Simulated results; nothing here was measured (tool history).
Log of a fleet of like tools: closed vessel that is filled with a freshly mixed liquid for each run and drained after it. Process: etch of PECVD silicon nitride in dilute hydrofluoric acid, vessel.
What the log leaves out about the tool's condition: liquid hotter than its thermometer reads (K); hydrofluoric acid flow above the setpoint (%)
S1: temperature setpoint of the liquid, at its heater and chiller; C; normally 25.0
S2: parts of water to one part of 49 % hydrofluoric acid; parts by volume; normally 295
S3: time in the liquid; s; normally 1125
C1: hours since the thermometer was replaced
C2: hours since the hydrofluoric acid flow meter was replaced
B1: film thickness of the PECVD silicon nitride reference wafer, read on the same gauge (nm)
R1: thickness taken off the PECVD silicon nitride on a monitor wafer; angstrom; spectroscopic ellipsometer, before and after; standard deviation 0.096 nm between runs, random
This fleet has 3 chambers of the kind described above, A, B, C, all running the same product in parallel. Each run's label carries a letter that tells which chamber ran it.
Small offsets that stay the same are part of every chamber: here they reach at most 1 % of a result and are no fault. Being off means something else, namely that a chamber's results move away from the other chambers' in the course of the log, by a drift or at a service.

run 1C hour=5.6 | S1=25.0 S2=295 S3=1125 | C1=1449.3 C2=1526.3 | B1=50.021 | R1=101.880
-- hour=9.5 chamber C: thermometer replaced
run 2A hour=11.9 | S1=25.0 S2=295 S3=1125 | C1=728.3 C2=616.9 | B1=50.034 | R1=99.310
run 3B hour=20.5 | S1=25.0 S2=295 S3=1125 | C1=687.4 C2=671.9 | B1=49.981 | R1=101.100
run 4B hour=29.8 | S1=25.0 S2=295 S3=1125 | C1=696.7 C2=681.2 | B1=49.971 | R1=100.850
run 5C hour=34.8 | S1=25.0 S2=295 S3=1125 | C1=25.4 C2=1555.5 | B1=49.997 | R1=99.151
run 6A hour=43.5 | S1=25.0 S2=295 S3=1125 | C1=759.9 C2=648.5 | B1=50.014 | R1=99.254
run 7C hour=51.5 | S1=25.0 S2=295 S3=1125 | C1=42.1 C2=1572.2 | B1=50.014 | R1=100.770
run 8B hour=55.8 | S1=27.0 S2=195 S3=1125 | C1=722.7 C2=707.2 | B1=49.984 | R1=176.600
run 9A hour=65.5 | S1=27.0 S2=195 S3=1125 | C1=781.9 C2=670.5 | B1=50.009 | R1=170.300
run 10B hour=72.7 | S1=27.0 S2=195 S3=1125 | C1=739.6 C2=724.1 | B1=50.036 | R1=174.800
run 11A hour=80.9 | S1=23.5 S2=295 S3=1640 | C1=797.3 C2=685.9 | B1=50.026 | R1=132.500
run 12C hour=86.9 | S1=23.5 S2=295 S3=1640 | C1=77.5 C2=1607.6 | B1=50.030 | R1=136.150
run 13B hour=95.4 | S1=23.5 S2=295 S3=1640 | C1=762.3 C2=746.8 | B1=50.002 | R1=134.210
run 14A hour=103.5 | S1=25.0 S2=295 S3=1125 | C1=819.9 C2=708.5 | B1=49.982 | R1=98.800
run 15C hour=111.9 | S1=25.0 S2=295 S3=1125 | C1=102.5 C2=1632.6 | B1=50.005 | R1=101.230
run 16B hour=116.6 | S1=25.0 S2=295 S3=1125 | C1=783.5 C2=768.0 | B1=50.040 | R1=102.380
run 17C hour=125.2 | S1=28.5 S2=295 S3=1575 | C1=115.8 C2=1645.9 | B1=50.003 | R1=174.480
-- hour=133.9 chamber C: hydrofluoric acid flow meter replaced
run 18A hour=134.1 | S1=28.5 S2=295 S3=1575 | C1=850.5 C2=739.1 | B1=50.034 | R1=171.690
run 19B hour=141.7 | S1=28.5 S2=295 S3=1575 | C1=808.6 C2=793.1 | B1=50.010 | R1=175.470
run 20A hour=150.4 | S1=25.0 S2=295 S3=1125 | C1=866.8 C2=755.4 | B1=49.971 | R1=100.580
run 21C hour=157.1 | S1=25.0 S2=295 S3=1125 | C1=147.7 C2=23.2 | B1=49.999 | R1=99.887
run 22A hour=165.1 | S1=25.0 S2=295 S3=1125 | C1=881.5 C2=770.1 | B1=50.009 | R1=97.912
run 23C hour=169.7 | S1=25.0 S2=295 S3=1125 | C1=160.3 C2=35.8 | B1=49.995 | R1=99.238
run 24B hour=176.2 | S1=25.0 S2=295 S3=1125 | C1=843.1 C2=827.6 | B1=49.983 | R1=103.850
run 25B hour=183.9 | S1=25.0 S2=295 S3=1125 | C1=850.8 C2=835.3 | B1=49.990 | R1=102.650
run 26C hour=193.2 | S1=25.0 S2=295 S3=1125 | C1=183.8 C2=59.3 | B1=49.956 | R1=99.501
run 27A hour=202.2 | S1=25.0 S2=295 S3=840 | C1=918.6 C2=807.2 | B1=49.971 | R1=74.329
run 28A hour=209.6 | S1=25.0 S2=295 S3=840 | C1=926.0 C2=814.6 | B1=50.030 | R1=73.753
run 29C hour=217.7 | S1=25.0 S2=295 S3=840 | C1=208.3 C2=83.8 | B1=50.013 | R1=74.290
run 30B hour=226.3 | S1=25.0 S2=295 S3=1125 | C1=893.2 C2=877.7 | B1=50.024 | R1=105.330
run 31A hour=233.4 | S1=25.0 S2=295 S3=1125 | C1=949.8 C2=838.4 | B1=49.939 | R1=99.818
run 32B hour=242.8 | S1=25.0 S2=295 S3=1125 | C1=909.7 C2=894.2 | B1=49.993 | R1=104.230
run 33C hour=248.8 | S1=20.5 S2=295 S3=1125 | C1=239.4 C2=114.9 | B1=49.978 | R1=75.223
run 34C hour=255.6 | S1=20.5 S2=295 S3=1125 | C1=246.2 C2=121.7 | B1=50.010 | R1=76.068
run 35A hour=264.0 | S1=20.5 S2=295 S3=1125 | C1=980.4 C2=869.0 | B1=50.012 | R1=76.028

All chambers now run identical settings, listed one chamber a line with results as question marks. What results will each chamber show?
run 36A hour=271.1 | S1=25.0 S2=295 S3=1125 | R1=?
run 36B hour=271.1 | S1=25.0 S2=295 S3=1125 | R1=?
run 36C hour=271.1 | S1=25.0 S2=295 S3=1125 | R1=?

run=36A R1=98.640
run=36B R1=108.520
run=36C R1=101.880
